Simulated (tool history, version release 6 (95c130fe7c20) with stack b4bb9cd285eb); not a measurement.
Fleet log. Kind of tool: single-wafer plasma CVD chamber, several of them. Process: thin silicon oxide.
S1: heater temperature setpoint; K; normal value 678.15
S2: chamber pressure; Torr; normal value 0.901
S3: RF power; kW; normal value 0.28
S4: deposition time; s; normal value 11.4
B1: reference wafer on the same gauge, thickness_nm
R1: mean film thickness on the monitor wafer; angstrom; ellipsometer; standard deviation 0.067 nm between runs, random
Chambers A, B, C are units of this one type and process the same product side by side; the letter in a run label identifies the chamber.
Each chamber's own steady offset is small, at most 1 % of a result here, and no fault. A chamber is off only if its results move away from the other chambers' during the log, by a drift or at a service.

run,hour,S1,S2,S3,S4,B1,R1
1A,3.2,678.15,0.901,0.28,11.4,23.208,225.09
2B,5.6,678.15,0.901,0.28,11.4,23.194,223.63
3C,9.2,678.15,0.901,0.28,11.4,23.206,223.84
4A,12.5,678.15,0.901,0.28,11.4,23.211,225.66
5B,16.1,688.15,0.901,0.25,11.4,23.179,210.28
6C,21.1,688.15,0.901,0.25,11.4,23.21,212.33
7C,25.2,688.15,0.901,0.25,11.4,23.199,212.99
8A,27.9,678.15,0.901,0.28,11.4,23.18,223.86
9B,32.3,678.15,0.819,0.28,12.1,23.209,217.93
10A,37.1,678.15,0.819,0.28,12.1,23.21,220.87
11C,42,678.15,0.819,0.28,12.1,23.2,219.63
12B,45.8,689.15,0.901,0.28,11.4,23.185,221.8
13B,50,689.15,0.901,0.28,11.4,23.192,221.46
14C,54.2,689.15,0.901,0.28,11.4,23.216,223.64
15A,57.8,678.15,0.901,0.28,11.4,23.214,225.98
16B,61.6,678.15,0.901,0.28,11.4,23.198,223.56
17A,65.4,678.15,0.711,0.245,11.4,23.204,172.49
18C,67.9,678.15,0.711,0.245,11.4,23.202,169.7
19B,72.6,678.15,0.711,0.245,11.4,23.186,169.22
20C,76.6,678.15,0.901,0.28,11.4,23.203,224.98
21A,79,665.15,0.901,0.28,11.4,23.209,229.35
22C,81.5,665.15,0.901,0.28,11.4,23.194,226.99
23B,85.4,665.15,0.901,0.28,11.4,23.19,225.99
24A,88.9,678.15,0.901,0.28,11.4,23.2,224.44
25A,91.6,678.15,0.901,0.28,11.4,23.185,225.54

Is one chamber out of step, is the gauge drifting, or do the chambers differ by no more than their own small offsets? For an off chamber, give its letter and the likeliest cause.

The fleet is healthy, with each chamber sitting at its usual small offset and no drift in the gauge.
